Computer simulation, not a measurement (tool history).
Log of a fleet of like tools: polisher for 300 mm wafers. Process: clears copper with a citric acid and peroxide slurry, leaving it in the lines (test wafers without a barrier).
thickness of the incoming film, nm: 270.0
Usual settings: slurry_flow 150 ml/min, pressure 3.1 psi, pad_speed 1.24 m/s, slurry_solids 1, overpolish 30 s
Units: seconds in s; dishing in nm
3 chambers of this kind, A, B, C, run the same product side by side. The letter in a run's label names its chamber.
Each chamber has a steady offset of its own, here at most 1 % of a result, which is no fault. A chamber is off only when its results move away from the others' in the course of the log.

-- hour=1.3 chamber A: slurry blender recalibrated
run 1B hour=4.7 | slurry_flow=150 pressure=3.1 pad_speed=1.24 slurry_solids=1 overpolish=30 | seconds=105.97 dishing=39.712
run 2C hour=10 | slurry_flow=150 pressure=3.1 pad_speed=1.24 slurry_solids=1 overpolish=30 | seconds=109.57 dishing=39.406
run 3A hour=14 | slurry_flow=150 pressure=3.1 pad_speed=1.24 slurry_solids=1 overpolish=30 | seconds=108.25 dishing=40.309
run 4B hour=19.2 | slurry_flow=150 pressure=3.1 pad_speed=1.24 slurry_solids=1 overpolish=30 | seconds=105.15 dishing=40.357
run 5A hour=24.6 | slurry_flow=150 pressure=3.1 pad_speed=1.24 slurry_solids=1 overpolish=30 | seconds=108.44 dishing=38.904
-- hour=28.9 chamber C: slurry blender recalibrated
run 6C hour=30.2 | slurry_flow=150 pressure=3.1 pad_speed=1.24 slurry_solids=1 overpolish=30 | seconds=106.61 dishing=41.768
-- hour=34.3 chamber B: worn pad replaced by a new one
run 7A hour=35.7 | slurry_flow=150 pressure=3.1 pad_speed=1.24 slurry_solids=1 overpolish=30 | seconds=106.09 dishing=40.182
run 8B hour=40.2 | slurry_flow=195 pressure=3.1 pad_speed=1.24 slurry_solids=1 overpolish=41 | seconds=103.07 dishing=49.736
-- hour=40.4 chamber C: head pressure recalibrated
run 9C hour=43 | slurry_flow=195 pressure=3.1 pad_speed=1.24 slurry_solids=1 overpolish=41 | seconds=102.24 dishing=49.591
run 10C hour=48.1 | slurry_flow=195 pressure=3.1 pad_speed=1.24 slurry_solids=1 overpolish=41 | seconds=105.61 dishing=49.548
run 11A hour=51.1 | slurry_flow=150 pressure=3.1 pad_speed=1.24 slurry_solids=1 overpolish=30 | seconds=108.56 dishing=41.042
run 12B hour=54.3 | slurry_flow=150 pressure=2.7 pad_speed=1.24 slurry_solids=1 overpolish=30 | seconds=125.5 dishing=36.817
run 13A hour=58.7 | slurry_flow=150 pressure=2.7 pad_speed=1.24 slurry_solids=1 overpolish=30 | seconds=123.21 dishing=36.168
run 14C hour=63.4 | slurry_flow=150 pressure=2.7 pad_speed=1.24 slurry_solids=1 overpolish=30 | seconds=126.07 dishing=38.11
run 15B hour=68.4 | slurry_flow=150 pressure=3.1 pad_speed=1.24 slurry_solids=1 overpolish=30 | seconds=108.69 dishing=40.082
-- hour=69.6 chamber A: worn pad replaced by a new one
run 16B hour=71.4 | slurry_flow=150 pressure=3.1 pad_speed=1.24 slurry_solids=1 overpolish=30 | seconds=107.45 dishing=41.381
run 17A hour=74.1 | slurry_flow=150 pressure=3.1 pad_speed=1.24 slurry_solids=1 overpolish=30 | seconds=108.33 dishing=39.814
-- hour=74.4 chamber A: slurry nozzle cleaned
run 18C hour=78.1 | slurry_flow=150 pressure=3.1 pad_speed=1.24 slurry_solids=1 overpolish=30 | seconds=109.13 dishing=40.412
run 19A hour=83.6 | slurry_flow=130 pressure=3.1 pad_speed=1.24 slurry_solids=1 overpolish=30 | seconds=109.68 dishing=39.465
run 20B hour=86.1 | slurry_flow=130 pressure=3.1 pad_speed=1.24 slurry_solids=1 overpolish=30 | seconds=111.28 dishing=40.102
run 21C hour=89.2 | slurry_flow=130 pressure=3.1 pad_speed=1.24 slurry_solids=1 overpolish=30 | seconds=111.67 dishing=39.614
run 22C hour=91.7 | slurry_flow=110 pressure=3.1 pad_speed=1.24 slurry_solids=1 overpolish=30 | seconds=115.24 dishing=39.324
run 23A hour=96.4 | slurry_flow=110 pressure=3.1 pad_speed=1.24 slurry_solids=1 overpolish=30 | seconds=115.13 dishing=38.552
run 24B hour=100.2 | slurry_flow=110 pressure=3.1 pad_speed=1.24 slurry_solids=1 overpolish=30 | seconds=115.88 dishing=39.316
run 25C hour=104.1 | slurry_flow=150 pressure=3.1 pad_speed=1.24 slurry_solids=1 overpolish=30 | seconds=106.67 dishing=40.098

All 3 chambers run these settings next. Forecast each chamber's results:
run 26A hour=108.3 | slurry_flow=120 pressure=3.1 pad_speed=1.24 slurry_solids=1 overpolish=30 | seconds=? dishing=?
run 26B hour=108.3 | slurry_flow=120 pressure=3.1 pad_speed=1.24 slurry_solids=1 overpolish=30 | seconds=? dishing=?
run 26C hour=108.3 | slurry_flow=120 pressure=3.1 pad_speed=1.24 slurry_solids=1 overpolish=30 | seconds=? dishing=?

run=26A seconds=112.24 dishing=39.542
run=26B seconds=113.86 dishing=39.743
run=26C seconds=115.17 dishing=39.612

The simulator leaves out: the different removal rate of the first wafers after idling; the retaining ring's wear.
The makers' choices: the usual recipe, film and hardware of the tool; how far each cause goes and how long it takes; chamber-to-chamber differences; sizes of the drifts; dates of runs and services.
